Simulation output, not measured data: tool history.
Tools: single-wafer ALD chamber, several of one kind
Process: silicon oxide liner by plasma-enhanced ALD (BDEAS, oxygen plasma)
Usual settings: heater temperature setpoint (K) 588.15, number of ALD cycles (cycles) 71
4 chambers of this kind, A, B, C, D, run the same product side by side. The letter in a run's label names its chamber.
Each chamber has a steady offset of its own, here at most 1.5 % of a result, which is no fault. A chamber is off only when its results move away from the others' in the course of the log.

run,hour,heater temperature setpoint (K),number of ALD cycles (cycles),"read-back reference wafer on the same gauge, thickness_nm",mean film thickness on the monitor wafer (Å)
1D,7.4,588.15,71,5.9018,64.625
2C,14.4,588.15,71,5.901,63.894
3A,22.5,588.15,71,5.9031,64.659
4B,32.6,588.15,71,5.905,64.598
5D,39.5,588.15,71,5.9052,64.695
6B,50.8,588.15,71,5.9068,64.552
# hour 57.6: chamber B: thermocouple changed; heater temperature recalibrated
7C,58,588.15,71,5.9074,64.024
8A,68.9,582.15,71,5.9088,65.229
9B,74.3,582.15,71,5.9101,64.828
10D,85.8,582.15,71,5.9109,65.308
11A,93,582.15,71,5.9125,65.282
12C,98.5,588.15,71,5.9136,64.086
13A,107,588.15,71,5.9159,64.706
14B,118.3,588.15,71,5.9167,64.649
15C,124.6,588.15,71,5.9163,64.199
16D,130.6,588.15,71,5.9175,64.7
17B,136.9,588.15,71,5.9183,64.607
18A,142,588.15,71,5.9199,64.987
# hour 144.3: chamber D: thermocouple changed; heater temperature recalibrated
19D,151.5,588.15,71,5.9208,64.972
20C,160.2,588.15,71,5.9231,64.196
21D,167.7,588.15,71,5.9222,64.978
22C,173,583.15,59,5.9224,53.659
23B,179.5,583.15,59,5.9252,54.015
24A,188.5,583.15,59,5.9242,54.314
25D,196,583.15,59,5.9249,54.259
26A,201.1,588.15,71,5.9292,64.927
27B,210,588.15,71,5.928,64.624
28C,219.6,588.15,71,5.9272,64.274
29C,225.4,588.15,71,5.9281,64.274
30A,236.7,588.15,71,5.931,65.06
31B,243.4,588.15,65,5.9327,59.134
32D,249.7,588.15,65,5.936,59.681

All 4 chambers run these settings next. Forecast each chamber's results:
33A,257.9,602.15,71,,?
33B,257.9,602.15,71,,?
33C,257.9,602.15,71,,?
33D,257.9,602.15,71,,?

run,mean film thickness on the monitor wafer (Å)
33A,63.759
33B,63.396
33C,63.065
33D,63.839
